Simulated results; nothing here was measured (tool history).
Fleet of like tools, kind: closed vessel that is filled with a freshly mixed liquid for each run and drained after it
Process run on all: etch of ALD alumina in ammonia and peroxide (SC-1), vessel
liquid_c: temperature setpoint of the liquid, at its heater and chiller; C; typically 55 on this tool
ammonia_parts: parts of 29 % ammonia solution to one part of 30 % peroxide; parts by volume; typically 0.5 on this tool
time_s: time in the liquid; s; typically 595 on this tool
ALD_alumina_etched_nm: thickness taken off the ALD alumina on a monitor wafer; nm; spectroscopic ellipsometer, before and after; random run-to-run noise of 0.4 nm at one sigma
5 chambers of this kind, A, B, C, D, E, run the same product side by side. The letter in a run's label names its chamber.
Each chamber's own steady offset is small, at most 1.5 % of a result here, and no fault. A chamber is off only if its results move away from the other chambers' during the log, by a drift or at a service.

run	hour	liquid_c	ammonia_parts	time_s	hours since the thermometer was replaced	hours since the ammonia flow meter was replaced	hours since the drum of ammonia solution was connected	read-back film thickness of the ALD alumina reference wafer, read on the same gauge (nm)	ALD_alumina_etched_nm
1C	10.2	55	0.5	595	1837.2	641	884.3	69.975	48.672
2E	16.7	55	0.5	595	1019.5	2007.9	152.6	70.035	48.596
3B	24	55	0.5	595	460.7	59.6	785.9	69.974	48.843
# hour 24.9: chamber D: new drum of ammonia solution connected
# hour 25.8: chamber C: new drum of ammonia solution connected
4D	34.5	55	0.5	595	150.9	205	9.6	70.021	49.334
5A	42.9	55	0.5	595	1199.9	563.4	206.3	69.979	48.458
6A	51.6	55	0.5	595	1208.6	572.1	215	69.965	48.484
7D	59.3	55	0.5	595	175.7	229.8	34.4	70.013	49.98
8C	70.4	55	0.5	595	1897.4	701.2	44.7	70.028	49.401
9B	82	55	0.5	595	518.7	117.6	843.9	70.01	49.788
10E	91.6	55	0.5	595	1094.4	2082.8	227.5	69.979	48.196
11C	98.9	55	0.65	300	1925.9	729.7	73.2	70.03	25.276
12B	106.2	55	0.65	300	542.9	141.8	868.1	69.969	26.024
13E	111.8	55	0.65	300	1114.6	2103	247.7	70.005	24.914
14A	119.3	55	0.65	300	1276.3	639.8	282.7	70.01	25.118
15D	128.9	55	0.65	300	245.3	299.4	104	70.006	25.406
16C	134.3	55	0.5	595	1961.3	765.1	108.6	69.989	50.012
17E	142.9	55	0.5	595	1145.7	2134.1	278.8	70.026	48.107
18B	153.4	55	0.5	310	590.1	189	915.3	70.016	26.506
19D	159.4	55	0.5	310	275.8	329.9	134.5	70.005	25.513
20A	167.8	55	0.5	310	1324.8	688.3	331.2	69.991	25.347
21C	178	55	0.5	310	2005	808.8	152.3	69.993	25.765
22E	183.3	55	0.5	310	1186.1	2174.5	319.2	70.002	25.126
23B	194.2	62.5	0.5	770	630.9	229.8	956.1	70.017	99.471
24D	203.5	62.5	0.5	770	319.9	374	178.6	70.02	93.486
25A	212.5	62.5	0.5	770	1369.5	733	375.9	70.007	91.875
26B	224.1	62.5	0.5	770	660.8	259.7	986	69.961	99.932
27E	231.1	62.5	0.5	770	1233.9	2222.3	367	70	90.851
28A	238.2	55	0.5	595	1395.2	758.7	401.6	69.978	47.594
29D	246.7	55	0.5	595	363.1	417.2	221.8	69.968	48.945
30C	255.1	55	0.5	595	2082.1	885.9	229.4	69.986	49.814

All chambers now run identical settings, listed one chamber a line with results as question marks. What results will each chamber show?
31A	263.6	55	0.5	595					?
31B	263.6	55	0.5	595					?
31C	263.6	55	0.5	595					?
31D	263.6	55	0.5	595					?
31E	263.6	55	0.5	595					?

run	ALD_alumina_etched_nm
31A	48.205
31B	54.466
31C	49.39
31D	48.164
31E	48.073
